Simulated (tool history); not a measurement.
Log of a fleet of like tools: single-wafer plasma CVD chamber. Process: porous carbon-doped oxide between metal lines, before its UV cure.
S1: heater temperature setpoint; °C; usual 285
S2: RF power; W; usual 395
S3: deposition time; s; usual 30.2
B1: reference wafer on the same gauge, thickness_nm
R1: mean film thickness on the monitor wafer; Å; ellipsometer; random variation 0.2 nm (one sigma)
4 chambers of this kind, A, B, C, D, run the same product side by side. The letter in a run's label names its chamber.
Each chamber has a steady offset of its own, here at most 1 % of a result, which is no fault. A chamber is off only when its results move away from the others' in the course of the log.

| run | hour | S1 | S2 | S3 | B1 | R1 |
|---|---|---|---|---|---|---|
| 1A | 10.1 | 285 | 395 | 30.2 | 153.92 | 1494.6 |
| 2B | 19.5 | 285 | 395 | 30.2 | 153.97 | 1486.2 |
| 3C | 27.3 | 285 | 395 | 30.2 | 153.91 | 1486.8 |
| 4D | 36.7 | 285 | 395 | 30.2 | 153.87 | 1496.6 |
| 5B | 45.0 | 285 | 395 | 30.2 | 153.91 | 1485.6 |
| 6A | 54.0 | 285 | 395 | 30.2 | 153.84 | 1491.2 |
| 7C | 65.2 | 285 | 395 | 30.2 | 153.78 | 1485.6 |
| 8D | 74.2 | 285 | 395 | 30.2 | 153.75 | 1494.0 |
| 9B | 85.9 | 273 | 395 | 32.6 | 153.73 | 1726.0 |
| 10D | 97.6 | 273 | 395 | 32.6 | 153.69 | 1734.0 |
| 11C | 109.3 | 273 | 395 | 32.6 | 153.74 | 1722.0 |
| 12A | 118.2 | 273 | 395 | 32.6 | 153.61 | 1735.8 |
| 13B | 129.4 | 295 | 445 | 30.2 | 153.61 | 1533.7 |
| 14D | 135.3 | 295 | 445 | 30.2 | 153.56 | 1539.8 |
| 15C | 146.7 | 295 | 445 | 30.2 | 153.55 | 1532.3 |
| 16A | 153.2 | 295 | 445 | 30.2 | 153.57 | 1544.1 |
| 17B | 163.3 | 285 | 395 | 30.2 | 153.48 | 1481.4 |
| 18A | 173.0 | 274 | 340 | 30.2 | 153.46 | 1416.1 |
| 19C | 181.6 | 274 | 340 | 30.2 | 153.48 | 1406.9 |
| 20D | 190.6 | 274 | 340 | 30.2 | 153.43 | 1412.0 |
| 21A | 197.7 | 274 | 340 | 30.2 | 153.39 | 1416.8 |
| 22C | 204.2 | 285 | 395 | 30.2 | 153.31 | 1482.7 |
| 23B | 212.4 | 285 | 395 | 30.2 | 153.38 | 1481.8 |
| 24D | 220.8 | 285 | 395 | 30.2 | 153.31 | 1489.8 |
|  | 221.7 | chamber B: RF generator calibrated |
| 25C | 226.3 | 285 | 395 | 30.2 | 153.26 | 1482.5 |
| 26A | 235.7 | 285 | 395 | 30.2 | 153.30 | 1487.9 |
| 27B | 241.6 | 285 | 395 | 30.2 | 153.24 | 1478.6 |
| 28D | 251.8 | 285 | 395 | 30.2 | 153.25 | 1488.3 |
| 29C | 261.9 | 285 | 395 | 30.2 | 153.19 | 1477.3 |

All 4 chambers run these settings next. Forecast each chamber's results:
| 30A | 270.4 | 285 | 395 | 30.2 |  | ? |
| 30B | 270.4 | 285 | 395 | 30.2 |  | ? |
| 30C | 270.4 | 285 | 395 | 30.2 |  | ? |
| 30D | 270.4 | 285 | 395 | 30.2 |  | ? |

| run | R1 |
|---|---|
| 30A | 1487.7 |
| 30B | 1481.5 |
| 30C | 1480.4 |
| 30D | 1487.7 |
